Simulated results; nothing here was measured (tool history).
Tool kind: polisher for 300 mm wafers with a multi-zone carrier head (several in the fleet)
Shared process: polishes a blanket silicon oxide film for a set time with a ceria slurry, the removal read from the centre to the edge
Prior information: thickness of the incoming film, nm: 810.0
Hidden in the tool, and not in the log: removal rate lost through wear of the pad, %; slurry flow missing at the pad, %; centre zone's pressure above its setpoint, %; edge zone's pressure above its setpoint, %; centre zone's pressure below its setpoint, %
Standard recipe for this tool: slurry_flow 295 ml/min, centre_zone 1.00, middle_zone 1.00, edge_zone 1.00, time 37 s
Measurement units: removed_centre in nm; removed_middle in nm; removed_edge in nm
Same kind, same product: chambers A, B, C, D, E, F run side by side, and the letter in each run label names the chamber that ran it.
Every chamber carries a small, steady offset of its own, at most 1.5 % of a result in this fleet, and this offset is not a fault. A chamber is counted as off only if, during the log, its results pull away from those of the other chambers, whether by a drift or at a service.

run     day  slurry_flow  centre_zone  middle_zone  edge_zone  time  wafers polished on this pad  hours since the slurry nozzle was cleaned  hours since the centre zone pressure was calibrated  hours since the edge zone pressure was calibrated  removed_centre  removed_middle  removed_edge
      0.183  -- chamber A: edge zone pressure recalibrated
 1A   0.196          295         1.00         1.00       1.00    37                          165                                      639.7                                                432.3                                                0.3          200.08          200.32        197.42
      0.425  -- chamber F: worn pad replaced by a new one
 2D   0.450          295         1.00         1.00       1.00    37                          309                                      213.5                                                528.4                                              280.9          193.72          203.37        201.65
      0.546  -- chamber C: worn pad replaced by a new one
 3E   0.704          295         1.00         1.00       1.00    37                          392                                      198.2                                                131.5                                              278.0          197.17          200.25        197.88
 4C   0.858          295         1.00         1.00       1.00    37                           82                                      113.0                                                775.7                                              417.9          196.91          201.66        200.38
 5B   1.088          295         1.00         1.00       1.00    37                          303                                      416.1                                                364.4                                              750.0          205.27          199.14        198.43
 6F   1.238          295         1.00         0.89       1.00    30                          213                                      316.0                                                796.8                                               60.7          161.98          144.13        160.76
 7F   1.479          295         1.00         0.89       1.00    30                          276                                      321.8                                                802.6                                               66.5          161.37          145.62        160.33
      1.554  -- chamber D: worn pad replaced by a new one
 8A   1.821          295         1.00         0.89       1.00    30                          590                                      678.7                                                471.3                                               39.3          158.07          144.71        160.57
 9B   1.992          295         1.00         0.89       1.00    30                          539                                      437.8                                                386.1                                              771.7          161.33          143.92        160.90
      2.204  -- chamber A: worn pad replaced by a new one
10C   2.233          295         1.00         0.89       1.00    30                          441                                      146.0                                                808.7                                              450.9          161.48          144.51        160.68
11D   2.479          295         1.00         0.89       1.00    30                          241                                      262.2                                                577.1                                              329.6          160.64          147.93        162.75
      2.633  -- chamber E: worn pad replaced by a new one
      2.633  -- chamber C: worn pad replaced by a new one
12E   2.796          295         1.00         1.00       1.00    37                           42                                      248.4                                                181.7                                              328.2          201.15          199.66        197.47
13C   3.054          295         1.00         1.00       1.00    37                          110                                      165.7                                                828.4                                              470.6          194.82          199.12        203.40
      3.333  -- chamber A: centre zone pressure recalibrated
14A   3.392          295         1.00         1.00       1.00    37                          310                                      716.4                                                  1.4                                               77.0          198.14          200.11        198.75
15D   3.667          295         1.00         1.00       1.00    37                          552                                      290.7                                                605.6                                              358.1          205.34          200.90        198.93
      3.708  -- chamber D: worn pad replaced by a new one
      3.892  -- chamber B: worn pad replaced by a new one
16B   3.900          295         1.00         1.00       1.00    37                            2                                      483.6                                                431.9                                              817.5          199.04          199.85        199.26
17F   4.075          295         1.00         1.00       1.00    37                          954                                      384.1                                                864.9                                              128.8          199.55          198.00        196.30
18E   4.304          295         1.11         1.00       1.00    37                          437                                      284.6                                                217.9                                              364.4          227.21          200.87        197.44
19F   4.504          295         1.11         1.00       1.00    37                         1066                                      394.4                                                875.2                                              139.1          225.04          198.57        199.13
      4.688  -- chamber A: worn pad replaced by a new one
20A   4.708          295         1.11         1.00       1.00    37                            5                                      748.0                                                 33.0                                              108.6          223.07          201.02        197.26
      4.846  -- chamber C: worn pad replaced by a new one
21D   4.896          295         1.11         1.00       1.00    37                          311                                      320.2                                                635.1                                              387.6          219.33          198.12        201.09
      4.954  -- chamber D: edge zone pressure recalibrated
22B   5.142          295         1.11         1.00       1.00    37                          327                                      513.4                                                461.7                                              847.3          222.55          197.58        197.85
23E   5.388          295         1.11         1.00       1.00    37                          720                                      310.6                                                243.9                                              390.4          224.89          202.46        197.98
24C   5.712          295         1.00         1.00       1.00    37                          227                                      229.5                                                892.2                                              534.4          199.72          200.90        201.72
      5.912  -- chamber F: worn pad replaced by a new one
      5.942  -- chamber D: worn pad replaced by a new one
25C   5.962          295         1.00         1.00       1.00    37                          292                                      235.5                                                898.2                                              540.4          201.97          199.19        199.64
26B   6.233          295         1.00         1.00       1.00    37                          612                                      539.6                                                487.9                                              873.5          203.76          199.43        200.23
27F   6.546          295         1.00         1.00       1.00    37                          166                                      443.4                                                924.2                                              188.1          201.13          199.19        197.37
      6.683  -- chamber E: worn pad replaced by a new one
28D   6.871          295         1.00         1.00       0.91    37                          243                                      367.6                                                682.5                                               46.1          199.77          199.46        188.00
29E   7.058          295         1.00         1.00       0.91    37                           98                                      350.7                                                284.0                                              430.5          201.66          200.35        186.60
30A   7.233          295         1.00         1.00       0.91    37                          665                                      808.6                                                 93.6                                              169.2          200.86          198.16        186.84
      7.358  -- chamber B: slurry nozzle cleaned
      7.367  -- chamber A: worn pad replaced by a new one
      7.421  -- chamber C: worn pad replaced by a new one
31F   7.525          295         1.00         1.00       0.91    37                          422                                      466.9                                                947.7                                              211.6          200.08          200.90        188.98
      7.550  -- chamber E: edge zone pressure recalibrated
      7.554  -- chamber A: slurry nozzle cleaned
32B   7.708          295         1.00         1.00       0.91    37                          997                                        8.4                                                523.3                                              908.9          205.80          199.67        187.49
      7.729  -- chamber B: worn pad replaced by a new one
33D   7.950          295         1.00         1.00       0.91    37                          525                                      393.5                                                708.4                                               72.0          200.96          201.34        188.37
34E   8.246          295         1.07         1.00       1.00    37                          408                                      379.2                                                312.5                                               16.8          212.01          200.73        195.62
      8.425  -- chamber D: worn pad replaced by a new one
35C   8.467          295         1.07         1.00       1.00    37                          273                                      295.6                                                958.3                                              600.5          215.68          200.81        201.47
36A   8.658          295         1.07         1.00       1.00    37                          338                                       26.6                                                127.8                                              203.4          219.33          198.72        196.91
      8.838  -- chamber F: centre zone pressure recalibrated
37D   8.938          295         1.07         1.00       1.00    37                          134                                      417.2                                                732.1                                               95.7          218.34          202.19        198.03
38E   9.117          295         1.07         1.00       1.00    37                          636                                      400.1                                                333.4                                               37.7          215.17          200.14        197.96
39A   9.292          295         1.07         1.00       1.00    37                          503                                       41.8                                                143.0                                              218.6          216.62          197.46        196.33
40C   9.621          295         1.00         1.00       1.00    37                          575                                      323.3                                                986.0                                              628.2          201.12          199.32        198.69
41F   9.804          295         1.00         1.00       1.00    37                         1017                                      521.6                                                 23.2                                              266.3          198.86          195.78        198.58
42B  10.129          295         1.00         1.00       1.00    37                          628                                       66.5                                                581.4                                              967.0          202.36          199.51        197.42
     10.158  -- chamber A: worn pad replaced by a new one
43A  10.421          295         1.00         1.00       1.00    37                           68                                       68.9                                                170.1                                              245.7          204.92          198.41        198.73
44E  10.588          295         1.00         1.00       1.00    37                         1020                                      435.4                                                368.7                                               73.0          195.86          198.15        196.70

Has any chamber moved away from the others, gradually or after a service, or does the common gauge drift, or do the chambers differ only by their own small steady offsets? State the chamber and the most likely cause if one applies.

No chamber is off and the gauge is stable; the differences are just each chamber's small, constant offset.
